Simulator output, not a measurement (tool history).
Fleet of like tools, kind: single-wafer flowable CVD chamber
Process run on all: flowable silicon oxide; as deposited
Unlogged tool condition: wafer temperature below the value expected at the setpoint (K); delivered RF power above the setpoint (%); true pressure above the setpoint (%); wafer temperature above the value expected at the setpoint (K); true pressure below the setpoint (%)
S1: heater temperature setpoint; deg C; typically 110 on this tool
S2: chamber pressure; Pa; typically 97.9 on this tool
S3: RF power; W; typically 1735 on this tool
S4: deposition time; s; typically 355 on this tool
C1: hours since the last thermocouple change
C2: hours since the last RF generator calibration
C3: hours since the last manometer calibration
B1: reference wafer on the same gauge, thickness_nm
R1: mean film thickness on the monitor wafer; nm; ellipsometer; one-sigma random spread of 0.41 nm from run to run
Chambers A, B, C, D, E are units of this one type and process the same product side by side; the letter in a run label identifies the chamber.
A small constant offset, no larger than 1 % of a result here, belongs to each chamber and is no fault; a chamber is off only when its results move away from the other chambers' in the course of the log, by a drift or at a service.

run	day	S1	S2	S3	S4	C1	C2	C3	B1	R1
1E	0.158	110	97.9	1735	355	435.1	1349.2	1643.4	139.05	134.05
2A	0.271	110	97.9	1735	355	465.0	1117.8	118.4	139.11	134.22
3B	0.488	110	97.9	1735	355	711.5	1012.5	1495.8	139.03	132.76
4C	0.650	110	97.9	1735	355	67.8	874.0	1819.2	139.07	134.43
5D	0.788	110	97.9	1485	302	720.8	330.3	577.8	139.03	107.23
6A	0.908	110	97.9	1485	302	480.3	1133.1	133.7	138.88	108.91
7E	1.125	110	97.9	1485	302	458.3	1372.4	1666.6	139.12	109.26
8C	1.275	110	97.9	1485	302	82.8	889.0	1834.2	138.95	108.86
9B	1.396	110	97.9	1485	302	733.3	1034.3	1517.6	138.96	107.42
10D	1.542	119	97.9	1735	355	738.9	348.4	595.9	139.04	100.58
11C	1.646	119	97.9	1735	355	91.7	897.9	1843.1	138.92	102.09
12E	1.750	119	97.9	1735	355	473.3	1387.4	1681.6	138.89	101.35
13B	1.912	119	97.9	1735	355	745.7	1046.7	1530.0	139.03	100.20
14A	2.121	119	97.9	1735	355	509.4	1162.2	162.8	138.97	102.34
15D	2.292	110	97.9	2035	331	756.9	366.4	613.9	139.07	128.19
16C	2.504	110	97.9	2035	331	112.3	918.5	1863.7	139.12	129.00
17B	2.658	110	97.9	2035	331	763.6	1064.6	1547.9	138.93	128.21
18D	2.775	110	97.9	2035	331	768.5	378.0	625.5	139.09	128.01
19A	2.971	110	97.9	2035	331	529.8	1182.6	183.2	139.01	130.07
20E	3.154	110	97.9	1735	355	507.0	1421.1	1715.3	139.04	134.33
21C	3.262	110	97.9	1735	355	130.5	936.7	1881.9	138.93	134.63
22E	3.383	110	97.9	1735	355	512.5	1426.6	1720.8	138.95	133.99
23A	3.554	110	97.9	1735	355	543.8	1196.6	197.2	138.95	134.82
24D	3.688	110	97.9	1735	355	790.4	399.9	647.4	139.04	132.19
25B	3.862	110	81.6	1735	355	792.5	1093.5	1576.8	138.86	103.14
26D	4.029	110	81.6	1735	355	798.6	408.1	655.6	139.11	103.84
27C	4.233	110	81.6	1735	355	153.8	960.0	1905.2	138.93	104.75
28A	4.362	110	81.6	1735	355	563.2	1216.0	216.6	139.02	104.87
29B	4.467	110	81.6	1735	355	807.0	1108.0	1591.3	138.88	103.04
30E	4.604	110	97.9	1735	355	541.8	1455.9	1750.1	138.95	134.60
31C	4.775	110	97.9	1985	406	166.8	973.0	1918.2	138.92	158.98
32D	4.954	110	97.9	1985	406	820.8	430.3	677.8	138.99	156.44
33E	5.108	110	97.9	1985	406	553.9	1468.0	1762.2	138.94	158.07
34A	5.221	110	97.9	1985	406	583.8	1236.6	237.2	138.99	159.10
35B	5.400	110	97.9	1985	406	829.4	1130.4	1613.7	138.92	156.69
36D	5.625	110	97.9	1735	355	836.9	446.4	693.9	138.95	131.94
37C	5.829	110	97.9	1735	355	192.1	998.3	1943.5	139.05	134.14
38B	5.992	110	97.9	1735	355	843.6	1144.6	1627.9	139.04	132.77
39E	6.125	110	97.9	1735	315	578.3	1492.4	1786.6	139.04	119.14
40A	6.283	110	97.9	1735	315	609.3	1262.1	262.7	139.00	119.59
41C	6.500	110	97.9	1735	315	208.2	1014.4	1959.6	138.96	118.94
42B	6.600	110	97.9	1735	315	858.2	1159.2	1642.5	139.06	117.04
43A	6.812	110	97.9	1735	315	622.0	1274.8	275.4	138.92	119.57
44E	6.954	110	97.9	1735	355	598.2	1512.3	1806.5	139.00	134.37

Has any chamber moved away from the others, gradually or after a service, or does the common gauge drift, or do the chambers differ only by their own small steady offsets? State the chamber and the most likely cause if one applies.

The fleet is healthy, with each chamber sitting at its usual small offset and no drift in the gauge.
